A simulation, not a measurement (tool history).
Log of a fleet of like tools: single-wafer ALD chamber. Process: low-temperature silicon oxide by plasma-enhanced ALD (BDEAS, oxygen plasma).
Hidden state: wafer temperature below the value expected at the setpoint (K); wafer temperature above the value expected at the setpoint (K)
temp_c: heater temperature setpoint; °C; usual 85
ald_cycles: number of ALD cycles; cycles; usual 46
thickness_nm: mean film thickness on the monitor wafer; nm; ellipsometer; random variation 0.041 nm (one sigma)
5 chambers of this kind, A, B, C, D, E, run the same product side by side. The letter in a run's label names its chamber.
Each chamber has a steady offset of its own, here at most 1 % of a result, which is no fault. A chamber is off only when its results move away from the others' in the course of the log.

| run | hour | temp_c | ald_cycles | hours since the last thermocouple change | read-back reference wafer on the same gauge, thickness_nm | thickness_nm |
|---|---|---|---|---|---|---|
| 1B | 6.9 | 85 | 46 | 1459.9 | 7.4235 | 6.8313 |
| 2C | 15.7 | 85 | 46 | 750.6 | 7.4278 | 6.8899 |
| 3A | 24.2 | 85 | 46 | 862 | 7.4271 | 6.9816 |
| 4E | 32 | 85 | 46 | 151.8 | 7.4293 | 6.9632 |
| 5D | 37.4 | 85 | 46 | 1448.8 | 7.4287 | 7.0149 |
| 6D | 47 | 85 | 54 | 1458.4 | 7.4267 | 8.1874 |
| 7E | 52.3 | 85 | 54 | 172.1 | 7.4395 | 8.2039 |
|  | 55.3 | chamber D: thermocouple changed; heater temperature recalibrated |
| 8B | 56.9 | 85 | 54 | 1509.9 | 7.4385 | 8.1027 |
| 9C | 65.3 | 85 | 54 | 800.2 | 7.4259 | 8.1189 |
| 10A | 70 | 85 | 54 | 907.8 | 7.4237 | 8.1441 |
| 11C | 76.6 | 85 | 46 | 811.5 | 7.4322 | 6.9319 |
| 12B | 84.9 | 85 | 46 | 1537.9 | 7.4296 | 6.7866 |
| 13E | 90.8 | 85 | 46 | 210.6 | 7.4239 | 6.925 |
| 14A | 98.4 | 85 | 46 | 936.2 | 7.4241 | 6.9304 |
| 15D | 106.6 | 85 | 46 | 51.3 | 7.4428 | 6.8967 |
| 16C | 111.9 | 85 | 46 | 846.8 | 7.4318 | 6.8653 |
| 17E | 118.8 | 85 | 46 | 238.6 | 7.4337 | 6.9679 |
| 18A | 126.9 | 99 | 55 | 964.7 | 7.4431 | 7.9054 |
| 19D | 135.7 | 99 | 55 | 80.4 | 7.4337 | 7.9671 |
| 20B | 140.7 | 99 | 55 | 1593.7 | 7.4325 | 7.7568 |
| 21A | 146.3 | 99 | 55 | 984.1 | 7.4348 | 7.9714 |
| 22E | 152.5 | 99 | 55 | 272.3 | 7.434 | 7.9324 |
| 23C | 160.9 | 85 | 46 | 895.8 | 7.4357 | 6.8553 |
| 24D | 165.3 | 85 | 46 | 110 | 7.4355 | 6.9963 |
| 25B | 170.8 | 85 | 46 | 1623.8 | 7.4318 | 6.8718 |
| 26B | 180.4 | 85 | 46 | 1633.4 | 7.4297 | 6.7529 |
| 27E | 188.8 | 85 | 46 | 308.6 | 7.4423 | 6.9506 |
| 28D | 195.5 | 85 | 46 | 140.2 | 7.4405 | 6.9925 |
| 29A | 205 | 85 | 46 | 1042.8 | 7.4307 | 7.0002 |
| 30C | 212.7 | 85 | 46 | 947.6 | 7.4351 | 6.866 |
| 31B | 219.2 | 85 | 46 | 1672.2 | 7.4206 | 6.8885 |
| 32E | 225.4 | 85 | 46 | 345.2 | 7.4354 | 6.9221 |
| 33A | 231.1 | 76 | 41 | 1068.9 | 7.4321 | 6.3828 |
| 34C | 238.4 | 76 | 41 | 973.3 | 7.4265 | 6.34 |
| 35D | 246.9 | 76 | 41 | 191.6 | 7.4323 | 6.3832 |
| 36B | 251.8 | 76 | 41 | 1704.8 | 7.4337 | 6.3098 |
| 37C | 257.7 | 76 | 41 | 992.6 | 7.4253 | 6.3065 |

All 5 chambers run these settings next. Forecast each chamber's results:
| 38A | 264.7 | 72 | 46 |  |  | ? |
| 38B | 264.7 | 72 | 46 |  |  | ? |
| 38C | 264.7 | 72 | 46 |  |  | ? |
| 38D | 264.7 | 72 | 46 |  |  | ? |
| 38E | 264.7 | 72 | 46 |  |  | ? |

| run | thickness_nm |
|---|---|
| 38A | 7.2788 |
| 38B | 7.1378 |
| 38C | 7.1979 |
| 38D | 7.3002 |
| 38E | 7.2835 |

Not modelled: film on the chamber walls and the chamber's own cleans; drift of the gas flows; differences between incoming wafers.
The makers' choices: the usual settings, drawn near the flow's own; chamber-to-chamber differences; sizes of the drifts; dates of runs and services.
